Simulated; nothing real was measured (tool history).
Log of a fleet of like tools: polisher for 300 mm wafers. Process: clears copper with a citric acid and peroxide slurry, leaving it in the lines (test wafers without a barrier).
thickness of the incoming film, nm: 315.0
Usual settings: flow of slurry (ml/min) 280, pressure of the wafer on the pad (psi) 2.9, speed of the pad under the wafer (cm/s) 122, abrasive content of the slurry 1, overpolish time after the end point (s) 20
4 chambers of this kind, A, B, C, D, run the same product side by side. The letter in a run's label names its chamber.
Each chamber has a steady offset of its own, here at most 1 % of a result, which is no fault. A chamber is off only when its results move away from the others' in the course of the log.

run	hour	flow of slurry (ml/min)	pressure of the wafer on the pad (psi)	speed of the pad under the wafer (cm/s)	abrasive content of the slurry	overpolish time after the end point (s)	wafers polished on this pad	hours since the slurry nozzle was cleaned	hours since the head pressure was calibrated	hours since the slurry blender was calibrated	time until the end point was called (s)	dishing of a wide line in a test structure (nm)
1D	2.4	280	2.9	122	1	20	46	88.4	1034.9	164.2	103.64	43.475
2A	7.8	280	2.9	122	1	20	678	278.3	308.4	46.9	100.62	44.441
# hour 8.6: chamber C: slurry nozzle cleaned
3B	12.5	280	2.9	122	1	20	1246	15	88.1	40.7	101.1	42.09
# hour 14: chamber B: worn pad replaced by a new one
4C	16.7	280	2.9	122	1	20	601	8.1	324.8	78.4	101.4	43.398
5B	19.7	280	2.9	122	1	20	35	22.2	95.3	47.9	102.35	43.508
6A	23.3	280	2.9	148	1	25	775	293.8	323.9	62.4	84.007	62.118
7D	26.1	280	2.9	148	1	25	195	112.1	1058.6	187.9	83.77	59.408
8C	31.3	280	2.9	148	1	25	692	22.7	339.4	93	83.715	60.87
9A	35.7	280	2.9	148	1	25	853	306.2	336.3	74.8	85.339	60.366
10C	41.2	280	2.9	122	1	20	754	32.6	349.3	102.9	100.35	43.606
# hour 41.5: chamber D: head pressure recalibrated
11B	44.7	280	2.9	142	1	24	192	47.2	120.3	72.9	86.767	56.336
12D	49.7	280	2.9	142	1	24	343	135.7	8.2	211.5	88.308	56.503
13C	52.9	280	2.9	142	1	24	828	44.3	361	114.6	88.992	56.033
14A	56.3	280	2.9	142	1	24	982	326.8	356.9	95.4	88.822	54.567
15D	59	245	2.9	122	1	20	401	145	17.5	220.8	103.54	43.268
16B	62.5	245	2.9	122	1	20	304	65	138.1	90.7	102.59	41.498
17B	66.3	245	2.9	122	1	20	328	68.8	141.9	94.5	103.63	44.263
18C	68.9	245	2.9	122	1	20	928	60.3	377	130.6	102.22	43.358
19D	71.6	280	2.9	122	1	20	480	157.6	30.1	233.4	104.25	42.155
20A	75.1	280	2.9	122	1	20	1100	345.6	375.7	114.2	102.53	42.337
# hour 76.4: chamber C: head pressure recalibrated
# hour 77.2: chamber A: worn pad replaced by a new one
21A	79.2	280	2.9	122	1	20	12	349.7	379.8	118.3	102.46	43.608
22D	82.9	280	2.9	138	1	27	551	168.9	41.4	244.7	92.507	61.247
23B	86.7	280	2.9	138	1	27	456	89.2	162.3	114.9	89.361	62.599
24C	89.4	280	2.9	138	1	27	1057	80.8	13	151.1	80.691	69.917
25C	92	280	2.9	138	1	27	1073	83.4	15.6	153.7	81.13	66.613
26B	94.8	280	2.9	122	1	20	506	97.3	170.4	123	102.24	43.075
27D	98.5	280	2.9	122	1	20	649	184.5	57	260.3	104.45	43.73
28A	101.2	280	2.2	122	1	20	150	371.7	401.8	140.3	134.32	33.019
29C	103.8	280	2.2	122	1	20	1147	95.2	27.4	165.5	120.25	36.563
30A	108.7	280	2.2	122	1	20	197	379.2	409.3	147.8	135.37	33.141
31D	112.7	280	2.2	122	1	20	738	198.7	71.2	274.5	134.4	33.315
32B	118.1	280	2.9	122	1	20	652	120.6	193.7	146.3	100.23	43.808

Is one chamber off against the others, does the gauge drift, or is nothing wrong? If a chamber is off, say which, and what the likeliest cause is.

A service left chamber C off against the others.
Cause: head's pressure above its setpoint, % = 11.2.

Here are 4 candidates for chamber C's next run, each the usual settings with a change, their results left as question marks. Which one brings its results back in line with what the others give on the usual settings?
In line means no further than this from the other chambers' mean on the usual settings: time until the end point was called (s) 3.9; dishing of a wide line in a test structure (nm) 3.1
33C-1	122.1	275	2.6	108	1	20					?	?
33C-2	122.1	280	2.7	116	1	20					?	?
33C-3	122.1	285	3.2	136	1	20					?	?
33C-4	122.1	280	3.1	128	1	20					?	?

The other chambers' mean on the usual settings: time until the end point was called (s) 101.96; dishing of a wide line in a test structure (nm) 43.335
run	time until the end point was called (s)	dishing of a wide line in a test structure (nm)
33C-1	114.94	39.096
33C-2	102.94	43.137
33C-3	74.054	57.693
33C-4	81.338	53.22
33C-2 brings the chamber back in line.
